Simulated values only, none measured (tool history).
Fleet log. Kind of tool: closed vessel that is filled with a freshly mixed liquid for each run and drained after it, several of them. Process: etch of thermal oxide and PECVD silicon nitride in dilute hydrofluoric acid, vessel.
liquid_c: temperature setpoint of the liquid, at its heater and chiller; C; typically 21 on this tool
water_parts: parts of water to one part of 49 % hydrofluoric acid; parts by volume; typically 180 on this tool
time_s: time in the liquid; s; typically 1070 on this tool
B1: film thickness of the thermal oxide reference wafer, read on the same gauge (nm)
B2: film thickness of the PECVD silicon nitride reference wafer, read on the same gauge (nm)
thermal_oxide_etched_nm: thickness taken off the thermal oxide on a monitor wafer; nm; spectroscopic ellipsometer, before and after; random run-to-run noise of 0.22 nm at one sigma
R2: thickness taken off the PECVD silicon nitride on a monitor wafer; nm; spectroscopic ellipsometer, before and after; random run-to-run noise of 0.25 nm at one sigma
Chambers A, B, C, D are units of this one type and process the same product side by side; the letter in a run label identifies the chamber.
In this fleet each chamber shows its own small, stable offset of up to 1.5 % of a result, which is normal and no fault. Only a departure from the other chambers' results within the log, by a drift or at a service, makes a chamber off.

{"run": "1C", "hour": 7.3, "liquid_c": 21, "water_parts": 180, "time_s": 1070, "B1": 29.994, "B2": 69.973, "thermal_oxide_etched_nm": 23.185, "R2": 26.32}
{"run": "2D", "hour": 15.9, "liquid_c": 21, "water_parts": 180, "time_s": 1070, "B1": 30.018, "B2": 70.041, "thermal_oxide_etched_nm": 22.334, "R2": 26.241}
{"run": "3B", "hour": 22.6, "liquid_c": 21, "water_parts": 180, "time_s": 1070, "B1": 30.038, "B2": 70.029, "thermal_oxide_etched_nm": 22.462, "R2": 26.67}
{"run": "4A", "hour": 28.3, "liquid_c": 21, "water_parts": 180, "time_s": 1070, "B1": 30.0, "B2": 70.035, "thermal_oxide_etched_nm": 22.022, "R2": 26.101}
{"run": "5D", "hour": 36.4, "liquid_c": 21, "water_parts": 180, "time_s": 1070, "B1": 30.023, "B2": 70.015, "thermal_oxide_etched_nm": 22.776, "R2": 26.937}
{"run": "6C", "hour": 41.7, "liquid_c": 21, "water_parts": 180, "time_s": 1070, "B1": 29.994, "B2": 70.0, "thermal_oxide_etched_nm": 22.824, "R2": 26.781}
{"run": "7B", "hour": 48.2, "liquid_c": 21, "water_parts": 180, "time_s": 1070, "B1": 29.965, "B2": 70.015, "thermal_oxide_etched_nm": 22.825, "R2": 26.547}
{"run": "8A", "hour": 54.4, "liquid_c": 21, "water_parts": 180, "time_s": 1070, "B1": 30.005, "B2": 70.012, "thermal_oxide_etched_nm": 22.839, "R2": 26.305}
{"run": "9B", "hour": 63.3, "liquid_c": 21, "water_parts": 220, "time_s": 1070, "B1": 30.02, "B2": 70.043, "thermal_oxide_etched_nm": 18.413, "R2": 22.186}
{"run": "10C", "hour": 70.5, "liquid_c": 21, "water_parts": 220, "time_s": 1070, "B1": 29.996, "B2": 69.979, "thermal_oxide_etched_nm": 17.956, "R2": 22.217}
{"run": "11A", "hour": 78.3, "liquid_c": 21, "water_parts": 220, "time_s": 1070, "B1": 30.012, "B2": 70.009, "thermal_oxide_etched_nm": 17.651, "R2": 22.055}
{"run": "12D", "hour": 83.6, "liquid_c": 21, "water_parts": 220, "time_s": 1070, "B1": 29.981, "B2": 70.022, "thermal_oxide_etched_nm": 17.567, "R2": 21.756}
{"run": "13D", "hour": 93.4, "liquid_c": 21, "water_parts": 180, "time_s": 1070, "B1": 29.974, "B2": 70.015, "thermal_oxide_etched_nm": 22.722, "R2": 26.546}
{"run": "14B", "hour": 99.5, "liquid_c": 21, "water_parts": 180, "time_s": 1070, "B1": 29.971, "B2": 70.027, "thermal_oxide_etched_nm": 22.862, "R2": 27.319}
{"run": "15A", "hour": 107.9, "liquid_c": 21, "water_parts": 180, "time_s": 1070, "B1": 29.991, "B2": 70.009, "thermal_oxide_etched_nm": 21.894, "R2": 25.81}
{"run": "16C", "hour": 113.9, "liquid_c": 21, "water_parts": 180, "time_s": 1070, "B1": 30.012, "B2": 69.98, "thermal_oxide_etched_nm": 22.975, "R2": 26.773}
{"hour": 118.0, "done": "chamber B: hydrofluoric acid flow meter replaced"}
{"run": "17A", "hour": 122.3, "liquid_c": 21, "water_parts": 180, "time_s": 1070, "B1": 29.995, "B2": 70.003, "thermal_oxide_etched_nm": 22.01, "R2": 25.505}
{"run": "18B", "hour": 129.6, "liquid_c": 21, "water_parts": 180, "time_s": 1070, "B1": 30.015, "B2": 70.043, "thermal_oxide_etched_nm": 22.56, "R2": 26.351}
{"run": "19C", "hour": 138.6, "liquid_c": 21, "water_parts": 180, "time_s": 1070, "B1": 30.003, "B2": 69.998, "thermal_oxide_etched_nm": 23.215, "R2": 26.583}
{"run": "20D", "hour": 144.3, "liquid_c": 21, "water_parts": 180, "time_s": 1070, "B1": 30.033, "B2": 70.036, "thermal_oxide_etched_nm": 22.483, "R2": 26.022}
{"run": "21A", "hour": 154.9, "liquid_c": 21, "water_parts": 180, "time_s": 1070, "B1": 29.975, "B2": 70.017, "thermal_oxide_etched_nm": 21.544, "R2": 24.888}
{"run": "22B", "hour": 166.3, "liquid_c": 21, "water_parts": 180, "time_s": 1070, "B1": 30.003, "B2": 70.01, "thermal_oxide_etched_nm": 22.621, "R2": 26.851}
{"run": "23D", "hour": 176.2, "liquid_c": 21, "water_parts": 180, "time_s": 1070, "B1": 29.983, "B2": 70.04, "thermal_oxide_etched_nm": 22.741, "R2": 26.448}
{"run": "24C", "hour": 185.0, "liquid_c": 18, "water_parts": 180, "time_s": 1070, "B1": 30.016, "B2": 70.04, "thermal_oxide_etched_nm": 20.522, "R2": 22.305}
{"run": "25C", "hour": 190.1, "liquid_c": 18, "water_parts": 180, "time_s": 1070, "B1": 30.005, "B2": 69.997, "thermal_oxide_etched_nm": 20.283, "R2": 22.158}
{"run": "26D", "hour": 200.0, "liquid_c": 18, "water_parts": 180, "time_s": 1070, "B1": 29.952, "B2": 69.996, "thermal_oxide_etched_nm": 19.965, "R2": 21.613}
{"run": "27B", "hour": 207.7, "liquid_c": 18, "water_parts": 180, "time_s": 1070, "B1": 30.007, "B2": 70.009, "thermal_oxide_etched_nm": 20.462, "R2": 21.929}
{"run": "28A", "hour": 215.8, "liquid_c": 21, "water_parts": 180, "time_s": 1070, "B1": 29.971, "B2": 69.97, "thermal_oxide_etched_nm": 20.999, "R2": 23.839}
{"run": "29A", "hour": 221.4, "liquid_c": 21, "water_parts": 180, "time_s": 1070, "B1": 30.053, "B2": 70.007, "thermal_oxide_etched_nm": 20.94, "R2": 23.403}
{"run": "30C", "hour": 229.9, "liquid_c": 21, "water_parts": 180, "time_s": 1070, "B1": 30.02, "B2": 70.036, "thermal_oxide_etched_nm": 23.186, "R2": 26.753}
{"run": "31B", "hour": 235.0, "liquid_c": 21, "water_parts": 180, "time_s": 1070, "B1": 30.013, "B2": 70.027, "thermal_oxide_etched_nm": 22.427, "R2": 26.851}
{"run": "32D", "hour": 245.5, "liquid_c": 21, "water_parts": 180, "time_s": 1070, "B1": 29.994, "B2": 70.026, "thermal_oxide_etched_nm": 22.33, "R2": 26.436}

Does one chamber stand apart from the rest, does the shared gauge drift, or is all well apart from small per-chamber offsets? Give the chamber and the most likely cause, where there is one.

Chamber A drifts away from the others.
Cause: liquid colder than its thermometer reads (K) = 2.44.

Chamber A could run next with any of the 4 candidate recipes listed below; each alters the usual settings, and their results appear as question marks. Which one brings its results back in line with what the other chambers deliver on the usual settings?
In-line tolerance around the mean of the other chambers on the usual settings: thermal_oxide_etched_nm 0.770 nm; R2 0.860 nm
{"run": "33A-1", "hour": 253.7, "liquid_c": 20.5, "water_parts": 180, "time_s": 1035, "thermal_oxide_etched_nm": "?", "R2": "?"}
{"run": "33A-2", "hour": 253.7, "liquid_c": 22.5, "water_parts": 185, "time_s": 1155, "thermal_oxide_etched_nm": "?", "R2": "?"}
{"run": "33A-3", "hour": 253.7, "liquid_c": 19.5, "water_parts": 175, "time_s": 985, "thermal_oxide_etched_nm": "?", "R2": "?"}
{"run": "33A-4", "hour": 253.7, "liquid_c": 21.5, "water_parts": 180, "time_s": 1105, "thermal_oxide_etched_nm": "?", "R2": "?"}

The mean the other chambers reach with the usual settings: thermal_oxide_etched_nm 22.785 nm; R2 26.563 nm
run=33A-1 thermal_oxide_etched_nm=19.358 R2=21.298
run=33A-2 thermal_oxide_etched_nm=22.633 R2=26.453
run=33A-3 thermal_oxide_etched_nm=18.289 R2=19.458
run=33A-4 thermal_oxide_etched_nm=21.512 R2=24.329
With 33A-2, the chamber falls back in line with the rest.
